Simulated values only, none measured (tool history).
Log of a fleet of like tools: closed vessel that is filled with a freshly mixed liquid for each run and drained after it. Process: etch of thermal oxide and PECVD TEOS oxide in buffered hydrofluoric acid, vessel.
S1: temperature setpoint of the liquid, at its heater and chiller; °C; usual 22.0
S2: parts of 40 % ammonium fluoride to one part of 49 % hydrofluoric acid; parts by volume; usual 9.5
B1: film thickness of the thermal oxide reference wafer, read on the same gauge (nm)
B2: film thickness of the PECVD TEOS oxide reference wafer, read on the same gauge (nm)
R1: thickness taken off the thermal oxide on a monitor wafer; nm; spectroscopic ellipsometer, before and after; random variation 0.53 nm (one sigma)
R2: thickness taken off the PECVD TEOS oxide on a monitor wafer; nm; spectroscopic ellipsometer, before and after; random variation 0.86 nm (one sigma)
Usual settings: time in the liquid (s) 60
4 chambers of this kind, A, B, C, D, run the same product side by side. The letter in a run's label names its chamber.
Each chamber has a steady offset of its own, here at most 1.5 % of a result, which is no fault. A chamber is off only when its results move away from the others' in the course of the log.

run 1D hour=7.8 | S1=22.0 S2=9.5 time_in_the_liquid_(s)=60 | B1=70.005 B2=130.00 | R1=59.713 R2=119.150
run 2A hour=17.0 | S1=22.0 S2=9.5 time_in_the_liquid_(s)=60 | B1=69.981 B2=129.98 | R1=58.904 R2=122.000
run 3C hour=27.8 | S1=22.0 S2=9.5 time_in_the_liquid_(s)=60 | B1=70.017 B2=129.97 | R1=59.046 R2=121.050
run 4B hour=35.9 | S1=22.0 S2=9.5 time_in_the_liquid_(s)=60 | B1=70.009 B2=130.00 | R1=57.610 R2=121.360
run 5A hour=42.7 | S1=22.0 S2=9.5 time_in_the_liquid_(s)=60 | B1=70.018 B2=130.06 | R1=59.395 R2=120.440
run 6B hour=56.2 | S1=22.0 S2=9.5 time_in_the_liquid_(s)=60 | B1=69.969 B2=130.04 | R1=57.812 R2=122.430
run 7C hour=69.1 | S1=22.0 S2=9.5 time_in_the_liquid_(s)=60 | B1=69.966 B2=129.97 | R1=59.208 R2=121.440
run 8D hour=76.2 | S1=22.0 S2=9.5 time_in_the_liquid_(s)=60 | B1=69.970 B2=129.98 | R1=59.249 R2=121.470
run 9D hour=83.4 | S1=24.5 S2=9.5 time_in_the_liquid_(s)=30 | B1=70.040 B2=129.98 | R1=34.050 R2=68.969
run 10B hour=96.1 | S1=24.5 S2=9.5 time_in_the_liquid_(s)=30 | B1=70.012 B2=130.02 | R1=33.404 R2=69.519
run 11C hour=109.8 | S1=24.5 S2=9.5 time_in_the_liquid_(s)=30 | B1=69.958 B2=130.00 | R1=34.101 R2=68.488
run 12A hour=120.3 | S1=24.5 S2=9.5 time_in_the_liquid_(s)=30 | B1=69.983 B2=130.02 | R1=34.159 R2=69.234
run 13C hour=127.6 | S1=22.0 S2=9.5 time_in_the_liquid_(s)=60 | B1=70.011 B2=130.03 | R1=58.704 R2=120.530
run 14B hour=142.3 | S1=22.0 S2=12.0 time_in_the_liquid_(s)=60 | B1=69.983 B2=130.01 | R1=47.444 R2=98.813
run 15D hour=154.1 | S1=22.0 S2=12.0 time_in_the_liquid_(s)=60 | B1=70.014 B2=130.00 | R1=47.690 R2=98.761
-- hour=163.9 chamber D: hydrofluoric acid flow meter replaced
run 16A hour=164.3 | S1=22.0 S2=12.0 time_in_the_liquid_(s)=60 | B1=70.014 B2=130.02 | R1=48.231 R2=98.182
run 17C hour=178.2 | S1=22.0 S2=12.0 time_in_the_liquid_(s)=60 | B1=69.981 B2=130.02 | R1=47.594 R2=96.655
run 18A hour=189.9 | S1=22.0 S2=7.0 time_in_the_liquid_(s)=40 | B1=70.008 B2=130.00 | R1=54.007 R2=110.060
run 19D hour=201.2 | S1=22.0 S2=7.0 time_in_the_liquid_(s)=40 | B1=69.982 B2=129.98 | R1=53.668 R2=107.660
run 20B hour=208.5 | S1=22.0 S2=7.0 time_in_the_liquid_(s)=40 | B1=70.016 B2=129.95 | R1=53.389 R2=110.290
run 21B hour=219.5 | S1=22.0 S2=7.0 time_in_the_liquid_(s)=40 | B1=70.004 B2=130.01 | R1=53.241 R2=110.590
run 22D hour=229.0 | S1=18.0 S2=12.0 time_in_the_liquid_(s)=60 | B1=69.951 B2=129.99 | R1=38.246 R2=78.870
run 23A hour=242.4 | S1=18.0 S2=12.0 time_in_the_liquid_(s)=60 | B1=69.982 B2=129.97 | R1=39.350 R2=78.738
run 24C hour=257.3 | S1=18.0 S2=12.0 time_in_the_liquid_(s)=60 | B1=70.021 B2=130.01 | R1=38.018 R2=77.700
run 25C hour=270.4 | S1=18.0 S2=12.0 time_in_the_liquid_(s)=60 | B1=69.973 B2=130.00 | R1=37.906 R2=77.012
run 26B hour=285.3 | S1=22.0 S2=9.5 time_in_the_liquid_(s)=60 | B1=69.997 B2=129.98 | R1=59.197 R2=122.990
run 27D hour=298.3 | S1=22.0 S2=9.5 time_in_the_liquid_(s)=60 | B1=70.002 B2=130.02 | R1=59.626 R2=121.400
run 28A hour=311.0 | S1=22.0 S2=9.5 time_in_the_liquid_(s)=60 | B1=69.995 B2=130.02 | R1=59.182 R2=122.070
-- hour=320.8 chamber C: thermometer replaced
run 29D hour=322.2 | S1=22.0 S2=9.5 time_in_the_liquid_(s)=60 | B1=70.008 B2=129.99 | R1=59.114 R2=121.410
run 30B hour=334.1 | S1=22.0 S2=9.5 time_in_the_liquid_(s)=60 | B1=69.997 B2=130.00 | R1=59.851 R2=121.580
run 31A hour=342.0 | S1=22.0 S2=9.5 time_in_the_liquid_(s)=60 | B1=70.013 B2=129.99 | R1=58.415 R2=121.870
-- hour=348.9 chamber C: hydrofluoric acid flow meter replaced
run 32C hour=356.2 | S1=22.0 S2=9.5 time_in_the_liquid_(s)=60 | B1=69.997 B2=130.06 | R1=58.540 R2=120.730
run 33A hour=368.8 | S1=22.0 S2=10.5 time_in_the_liquid_(s)=60 | B1=69.983 B2=129.96 | R1=55.481 R2=112.140
run 34C hour=380.0 | S1=22.0 S2=10.5 time_in_the_liquid_(s)=60 | B1=70.008 B2=130.05 | R1=54.362 R2=111.720
-- hour=390.8 chamber B: hydrofluoric acid flow meter replaced
run 35D hour=392.6 | S1=22.0 S2=10.5 time_in_the_liquid_(s)=60 | B1=70.036 B2=130.02 | R1=55.544 R2=111.490
run 36B hour=406.7 | S1=22.0 S2=10.5 time_in_the_liquid_(s)=60 | B1=70.011 B2=130.02 | R1=53.740 R2=113.830
run 37C hour=420.9 | S1=22.0 S2=9.5 time_in_the_liquid_(s)=60 | B1=69.992 B2=129.99 | R1=58.523 R2=119.800
run 38A hour=435.7 | S1=22.0 S2=9.5 time_in_the_liquid_(s)=60 | B1=69.993 B2=130.01 | R1=59.260 R2=121.350
run 39B hour=449.6 | S1=22.0 S2=9.5 time_in_the_liquid_(s)=60 | B1=69.988 B2=129.99 | R1=58.538 R2=120.960
run 40D hour=460.0 | S1=22.0 S2=9.5 time_in_the_liquid_(s)=60 | B1=70.000 B2=130.00 | R1=59.224 R2=120.780

Next, every chamber runs the same settings. What will each give?
run 41A hour=470.7 | S1=22.0 S2=9.5 time_in_the_liquid_(s)=60 | R1=? R2=?
run 41B hour=470.7 | S1=22.0 S2=9.5 time_in_the_liquid_(s)=60 | R1=? R2=?
run 41C hour=470.7 | S1=22.0 S2=9.5 time_in_the_liquid_(s)=60 | R1=? R2=?
run 41D hour=470.7 | S1=22.0 S2=9.5 time_in_the_liquid_(s)=60 | R1=? R2=?

run=41A R1=60.183 R2=122.650
run=41B R1=58.858 R2=121.840
run=41C R1=58.671 R2=120.010
run=41D R1=59.304 R2=121.620
